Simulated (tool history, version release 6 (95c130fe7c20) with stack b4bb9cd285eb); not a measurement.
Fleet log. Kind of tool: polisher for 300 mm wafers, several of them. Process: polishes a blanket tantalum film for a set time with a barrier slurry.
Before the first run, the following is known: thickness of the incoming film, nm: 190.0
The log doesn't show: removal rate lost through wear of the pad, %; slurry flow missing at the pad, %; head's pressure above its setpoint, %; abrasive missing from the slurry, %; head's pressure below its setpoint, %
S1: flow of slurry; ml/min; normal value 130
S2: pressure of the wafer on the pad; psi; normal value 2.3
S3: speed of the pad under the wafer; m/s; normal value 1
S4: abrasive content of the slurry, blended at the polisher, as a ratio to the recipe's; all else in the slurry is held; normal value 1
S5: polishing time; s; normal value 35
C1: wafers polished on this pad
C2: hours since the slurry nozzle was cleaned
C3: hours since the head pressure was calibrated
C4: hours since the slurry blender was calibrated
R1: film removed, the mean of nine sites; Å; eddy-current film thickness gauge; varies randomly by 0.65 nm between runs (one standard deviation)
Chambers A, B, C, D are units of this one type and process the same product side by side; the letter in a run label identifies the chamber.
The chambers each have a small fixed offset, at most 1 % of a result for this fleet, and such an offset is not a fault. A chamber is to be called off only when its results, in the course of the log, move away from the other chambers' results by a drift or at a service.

{"run": "1D", "hour": 4.6, "S1": 130, "S2": 2.3, "S3": 1, "S4": 1, "S5": 35, "C1": 855, "C2": 312.1, "C3": 283.3, "C4": 68.3, "R1": 762.43}
{"run": "2A", "hour": 9.2, "S1": 130, "S2": 2.3, "S3": 1, "S4": 1, "S5": 35, "C1": 264, "C2": 138.2, "C3": 597.2, "C4": 144.9, "R1": 763.38}
{"run": "3B", "hour": 12.1, "S1": 130, "S2": 2.3, "S3": 1, "S4": 1, "S5": 35, "C1": 618, "C2": 160.6, "C3": 568.2, "C4": 149.1, "R1": 762.49}
{"run": "4C", "hour": 16.1, "S1": 130, "S2": 2.3, "S3": 1, "S4": 1, "S5": 35, "C1": 648, "C2": 139.0, "C3": 503.4, "C4": 19.8, "R1": 764.81}
{"run": "5A", "hour": 19.3, "S1": 130, "S2": 2.3, "S3": 1, "S4": 1, "S5": 35, "C1": 376, "C2": 148.3, "C3": 607.3, "C4": 155.0, "R1": 773.07}
{"run": "6D", "hour": 24.1, "S1": 130, "S2": 2.3, "S3": 1, "S4": 1, "S5": 35, "C1": 1072, "C2": 331.6, "C3": 302.8, "C4": 87.8, "R1": 754.0}
{"run": "7B", "hour": 28.5, "S1": 130, "S2": 2.3, "S3": 1, "S4": 1, "S5": 35, "C1": 800, "C2": 177.0, "C3": 584.6, "C4": 165.5, "R1": 763.42}
{"run": "8C", "hour": 31.0, "S1": 130, "S2": 2.3, "S3": 1, "S4": 1, "S5": 35, "C1": 814, "C2": 153.9, "C3": 518.3, "C4": 34.7, "R1": 768.47}
{"run": "9B", "hour": 34.6, "S1": 130, "S2": 2.3, "S3": 1, "S4": 1, "S5": 35, "C1": 868, "C2": 183.1, "C3": 590.7, "C4": 171.6, "R1": 756.58}
{"hour": 38.3, "done": "chamber B: worn pad replaced by a new one"}
{"run": "10A", "hour": 39.4, "S1": 130, "S2": 2.3, "S3": 1, "S4": 1, "S5": 35, "C1": 600, "C2": 168.4, "C3": 627.4, "C4": 175.1, "R1": 768.53}
{"run": "11C", "hour": 44.6, "S1": 130, "S2": 2.3, "S3": 1, "S4": 1, "S5": 30, "C1": 966, "C2": 167.5, "C3": 531.9, "C4": 48.3, "R1": 657.05}
{"run": "12D", "hour": 49.6, "S1": 130, "S2": 2.3, "S3": 1, "S4": 1, "S5": 30, "C1": 1356, "C2": 357.1, "C3": 328.3, "C4": 113.3, "R1": 661.42}
{"run": "13A", "hour": 54.2, "S1": 130, "S2": 2.3, "S3": 1, "S4": 1, "S5": 30, "C1": 765, "C2": 183.2, "C3": 642.2, "C4": 189.9, "R1": 650.56}
{"hour": 56.9, "done": "chamber A: head pressure recalibrated"}
{"hour": 58.4, "done": "chamber D: worn pad replaced by a new one"}
{"run": "14C", "hour": 58.7, "S1": 130, "S2": 2.3, "S3": 1, "S4": 1, "S5": 30, "C1": 1123, "C2": 181.6, "C3": 546.0, "C4": 62.4, "R1": 653.45}
{"hour": 59.0, "done": "chamber D: slurry nozzle cleaned"}
{"hour": 63.4, "done": "chamber C: worn pad replaced by a new one"}
{"run": "15B", "hour": 63.7, "S1": 130, "S2": 2.3, "S3": 1, "S4": 1, "S5": 35, "C1": 282, "C2": 212.2, "C3": 619.8, "C4": 200.7, "R1": 761.42}
{"run": "16D", "hour": 69.1, "S1": 130, "S2": 2.3, "S3": 1, "S4": 1, "S5": 35, "C1": 119, "C2": 10.2, "C3": 347.8, "C4": 132.8, "R1": 759.24}
{"run": "17A", "hour": 72.7, "S1": 130, "S2": 2.3, "S3": 1, "S4": 1, "S5": 35, "C1": 971, "C2": 201.7, "C3": 15.9, "C4": 208.4, "R1": 737.54}
{"run": "18B", "hour": 77.7, "S1": 130, "S2": 2.3, "S3": 1, "S4": 1, "S5": 35, "C1": 438, "C2": 226.2, "C3": 633.8, "C4": 214.7, "R1": 754.64}
{"hour": 79.3, "done": "chamber A: worn pad replaced by a new one"}
{"run": "19C", "hour": 82.9, "S1": 130, "S2": 2.3, "S3": 1, "S4": 1, "S5": 35, "C1": 217, "C2": 205.8, "C3": 570.2, "C4": 86.6, "R1": 774.44}
{"run": "20D", "hour": 88.0, "S1": 130, "S2": 2.3, "S3": 1, "S4": 1, "S5": 35, "C1": 330, "C2": 29.1, "C3": 366.7, "C4": 151.7, "R1": 772.41}
{"run": "21B", "hour": 92.2, "S1": 130, "S2": 2.3, "S3": 1, "S4": 1, "S5": 35, "C1": 600, "C2": 240.7, "C3": 648.3, "C4": 229.2, "R1": 762.4}
{"hour": 95.9, "done": "chamber C: head pressure recalibrated"}
{"run": "22A", "hour": 96.5, "S1": 130, "S2": 2.3, "S3": 1, "S4": 1, "S5": 35, "C1": 192, "C2": 225.5, "C3": 39.7, "C4": 232.2, "R1": 722.73}
{"run": "23C", "hour": 99.8, "S1": 130, "S2": 2.3, "S3": 1, "S4": 1, "S5": 35, "C1": 405, "C2": 222.7, "C3": 3.9, "C4": 103.5, "R1": 777.25}
{"run": "24D", "hour": 104.2, "S1": 130, "S2": 2.3, "S3": 1, "S4": 1, "S5": 35, "C1": 510, "C2": 45.3, "C3": 382.9, "C4": 167.9, "R1": 761.47}
{"run": "25A", "hour": 108.8, "S1": 130, "S2": 2.3, "S3": 1, "S4": 1, "S5": 44, "C1": 329, "C2": 237.8, "C3": 52.0, "C4": 244.5, "R1": 888.9}
{"hour": 112.9, "done": "chamber B: worn pad replaced by a new one"}
{"run": "26B", "hour": 113.4, "S1": 130, "S2": 2.3, "S3": 1, "S4": 1, "S5": 44, "C1": 6, "C2": 261.9, "C3": 669.5, "C4": 250.4, "R1": 966.33}
{"run": "27D", "hour": 117.7, "S1": 130, "S2": 2.3, "S3": 1, "S4": 1, "S5": 44, "C1": 660, "C2": 58.8, "C3": 396.4, "C4": 181.4, "R1": 978.8}
{"run": "28C", "hour": 120.4, "S1": 130, "S2": 2.3, "S3": 1, "S4": 1, "S5": 44, "C1": 634, "C2": 243.3, "C3": 24.5, "C4": 124.1, "R1": 969.8}
{"hour": 123.2, "done": "chamber B: slurry nozzle cleaned"}
{"run": "29B", "hour": 124.1, "S1": 130, "S2": 2.3, "S3": 1, "S4": 1, "S5": 35, "C1": 125, "C2": 1.0, "C3": 680.2, "C4": 261.1, "R1": 750.91}

Read the log: is a single chamber off, either drifting away or since a service, is the gauge that measures every chamber drifting, or is nothing wrong beyond small per-chamber offsets? Name any odd chamber and what most likely caused it.

Chamber A drifts away from the others.
What lies behind it: abrasive missing from the slurry, % = 28.7.
It could be hard to tell apart here from: slurry flow missing at the pad, %.

Below are 4 candidate recipes for chamber A's next run, each the usual settings with a change, their results shown as question marks. Which of them brings A's results back in line with what the other chambers give on the usual settings?
Counts as in line when no further than this from what the other chambers average on the usual settings: R1 23.00 Å
{"run": "30A-1", "hour": 127.9, "S1": 130, "S2": 2.2, "S3": 0.96, "S4": 1, "S5": 34, "R1": "?"}
{"run": "30A-2", "hour": 127.9, "S1": 130, "S2": 2.3, "S3": 1.0, "S4": 1, "S5": 37, "R1": "?"}
{"run": "30A-3", "hour": 127.9, "S1": 130, "S2": 2.4, "S3": 1.06, "S4": 1, "S5": 35, "R1": "?"}
{"run": "30A-4", "hour": 127.9, "S1": 130, "S2": 2.2, "S3": 1.0, "S4": 1, "S5": 35, "R1": "?"}

On the usual settings, the other chambers give on average: R1 764.92 Å
run=30A-1 R1=613.56
run=30A-2 R1=727.19
run=30A-3 R1=760.98
run=30A-4 R1=658.04
30A-3 brings the chamber back in line.
